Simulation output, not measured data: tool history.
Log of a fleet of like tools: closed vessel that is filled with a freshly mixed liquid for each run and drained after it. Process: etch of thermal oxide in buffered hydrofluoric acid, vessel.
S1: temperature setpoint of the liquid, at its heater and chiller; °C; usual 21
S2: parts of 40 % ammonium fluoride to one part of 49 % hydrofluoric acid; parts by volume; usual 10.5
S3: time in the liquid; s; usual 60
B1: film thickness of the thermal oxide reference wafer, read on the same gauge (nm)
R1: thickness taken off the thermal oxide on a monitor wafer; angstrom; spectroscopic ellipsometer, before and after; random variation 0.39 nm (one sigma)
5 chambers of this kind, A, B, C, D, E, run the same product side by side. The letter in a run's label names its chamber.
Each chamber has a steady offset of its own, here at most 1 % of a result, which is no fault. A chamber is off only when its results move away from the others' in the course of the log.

run,day,S1,S2,S3,B1,R1
1E,0.367,21,10.5,60,60.022,565.16
2B,0.738,21,10.5,60,60,556.74
3A,0.992,21,10.5,60,59.97,553.78
4C,1.292,21,10.5,60,60.022,553.66
5D,1.483,21,10.5,60,60.035,556.13
6C,1.779,21,8,40,60.055,469.75
7D,2.012,21,8,40,59.995,475.35
8A,2.404,21,8,40,60.016,475.4
9E,2.733,21,8,40,60.043,473.73
10B,2.929,21,8,40,60.041,474.79
# day 3.071: chamber B: thermometer replaced
11E,3.267,21,10.5,60,60.011,562.01
12B,3.662,21,10.5,60,59.948,561.84
13A,4.079,21,10.5,60,59.978,552
14D,4.458,21,10.5,60,60.022,556.81
15C,4.879,21,10.5,60,59.991,556.02
16D,5.133,21,10.5,60,60.057,554.25
17A,5.354,21,10.5,60,59.997,553.45
18E,5.738,21,10.5,60,59.998,553.8
19B,6.117,17.5,8,60,60.015,578.68
# day 6.475: chamber D: thermometer replaced
20C,6.521,17.5,8,60,59.981,587.05
21C,6.95,17.5,8,60,60.013,580.15
22E,7.371,17.5,8,60,60.008,586.45
23B,7.592,17.5,8,60,59.987,583.69
24D,7.85,21,10.5,60,60,555.85
25A,8.129,21,10.5,60,60.057,557.17
26B,8.321,21,10.5,60,59.968,552.35
27C,8.542,21,10.5,60,59.973,551.59
28A,8.733,21,10.5,60,60.038,546.51
29D,9.054,21,10.5,60,59.962,567.08
30E,9.458,17,10.5,75,60.016,561.31
31C,9.8,17,10.5,75,59.967,565.29
32D,10.017,17,10.5,75,60.025,553.43
33B,10.312,17,10.5,75,59.984,558.13

Is one chamber off against the others, does the gauge drift, or is nothing wrong? If a chamber is off, say which, and what the likeliest cause is.

No chamber stands off beyond its own small offset, and the gauge holds steady.
